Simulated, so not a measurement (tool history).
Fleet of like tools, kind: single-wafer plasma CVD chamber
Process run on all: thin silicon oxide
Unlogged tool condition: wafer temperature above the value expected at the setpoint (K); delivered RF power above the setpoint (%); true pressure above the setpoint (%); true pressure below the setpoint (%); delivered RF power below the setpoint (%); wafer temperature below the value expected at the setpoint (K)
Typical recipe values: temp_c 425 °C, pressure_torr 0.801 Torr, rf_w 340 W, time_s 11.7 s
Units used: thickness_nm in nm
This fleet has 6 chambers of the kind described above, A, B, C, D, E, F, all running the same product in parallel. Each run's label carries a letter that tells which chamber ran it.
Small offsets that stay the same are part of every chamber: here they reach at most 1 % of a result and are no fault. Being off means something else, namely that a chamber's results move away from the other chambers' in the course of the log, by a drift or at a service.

run	hour	temp_c	pressure_torr	rf_w	time_s	hours since the last thermocouple change	hours since the last RF generator calibration	hours since the last manometer calibration	read-back reference wafer on the same gauge, thickness_nm	thickness_nm
1C	6.1	425	0.801	340	11.7	1573.8	511.1	581.4	25.705	22.156
2B	10.3	425	0.801	340	11.7	637.9	34.3	893.5	25.72	22.147
3D	17.2	425	0.801	340	11.7	1075.2	218.7	1010.5	25.7	22.26
4A	24.8	425	0.801	340	11.7	968.3	364.5	1103	25.698	22.03
5F	31	425	0.801	340	11.7	99.8	1873.8	1439.4	25.716	22.177
6E	37.1	425	0.801	340	11.7	687.3	799.2	337.5	25.709	22.414
7B	43.2	425	0.801	340	11.7	670.8	67.2	926.4	25.691	22.159
8F	47.2	425	0.801	340	11.7	116	1890	1455.6	25.695	22.223
9C	54.4	425	0.801	340	11.7	1622.1	559.4	629.7	25.691	22.061
10A	59.1	425	0.801	340	11.7	1002.6	398.8	1137.3	25.703	21.991
11D	63.6	418	0.801	340	11.7	1121.6	265.1	1056.9	25.702	22.299
12E	69.5	418	0.801	340	11.7	719.7	831.6	369.9	25.692	22.557
13D	75.1	418	0.801	340	11.7	1133.1	276.6	1068.4	25.698	22.315
14B	80.7	418	0.801	340	11.7	708.3	104.7	963.9	25.703	22.176
15C	88	418	0.801	340	11.7	1655.7	593	663.3	25.692	22.146
16F	91.5	418	0.801	340	11.7	160.3	1934.3	1499.9	25.7	22.351
17A	97	425	0.801	340	11.7	1040.5	436.7	1175.2	25.704	22.115
18E	101.7	425	0.641	340	13.9	751.9	863.8	402.1	25.687	21.286
19D	108.5	425	0.641	340	13.9	1166.5	310	1101.8	25.705	20.985
20B	112.3	425	0.641	340	13.9	739.9	136.3	995.5	25.704	20.722
21C	115.7	425	0.641	340	13.9	1683.4	620.7	691	25.711	20.69
22A	123.4	425	0.641	340	13.9	1066.9	463.1	1201.6	25.702	20.793
23F	128.9	425	0.641	340	13.9	197.7	1971.7	1537.3	25.695	20.984
24E	132.8	425	0.801	340	11.7	783	894.9	433.2	25.695	22.462
# hour 135: chamber B: capacitance manometer re-zeroed and calibrated
25A	140.3	425	0.801	340	11.7	1083.8	480	1218.5	25.698	22.122
26B	145.8	425	0.611	295	11.7	773.4	169.8	10.8	25.702	15.714
# hour 148.8: chamber A: capacitance manometer re-zeroed and calibrated
27C	150	425	0.611	295	11.7	1717.7	655	725.3	25.707	15.671
28E	155.3	425	0.611	295	11.7	805.5	917.4	455.7	25.693	16.293
29D	161.8	425	0.611	295	11.7	1219.8	363.3	1155.1	25.709	15.863
30F	165.9	425	0.611	295	11.7	234.7	2008.7	1574.3	25.714	15.889
# hour 168.7: chamber E: RF generator calibrated
31F	169.2	425	0.611	295	11.7	238	2012	1577.6	25.7	15.91
32D	174.2	425	0.869	340	11.7	1232.2	375.7	1167.5	25.697	23.918
33A	179.9	425	0.869	340	11.7	1123.4	519.6	31.2	25.705	23.717
34C	184	425	0.869	340	11.7	1751.7	689	759.3	25.699	23.732
35B	189	425	0.869	340	11.7	816.6	213	54	25.719	24.023
36E	192.6	425	0.869	340	11.7	842.8	23.9	493	25.707	24.426
37B	196.8	425	0.869	340	11.7	824.4	220.8	61.8	25.685	23.933

The same settings go to every chamber for the next run, one line per chamber below. Forecast the results for each:
38A	202.3	425	0.801	340	11.7					?
38B	202.3	425	0.801	340	11.7					?
38C	202.3	425	0.801	340	11.7					?
38D	202.3	425	0.801	340	11.7					?
38E	202.3	425	0.801	340	11.7					?
38F	202.3	425	0.801	340	11.7					?

run	thickness_nm
38A	22.187
38B	22.243
38C	22.065
38D	22.218
38E	22.778
38F	22.197

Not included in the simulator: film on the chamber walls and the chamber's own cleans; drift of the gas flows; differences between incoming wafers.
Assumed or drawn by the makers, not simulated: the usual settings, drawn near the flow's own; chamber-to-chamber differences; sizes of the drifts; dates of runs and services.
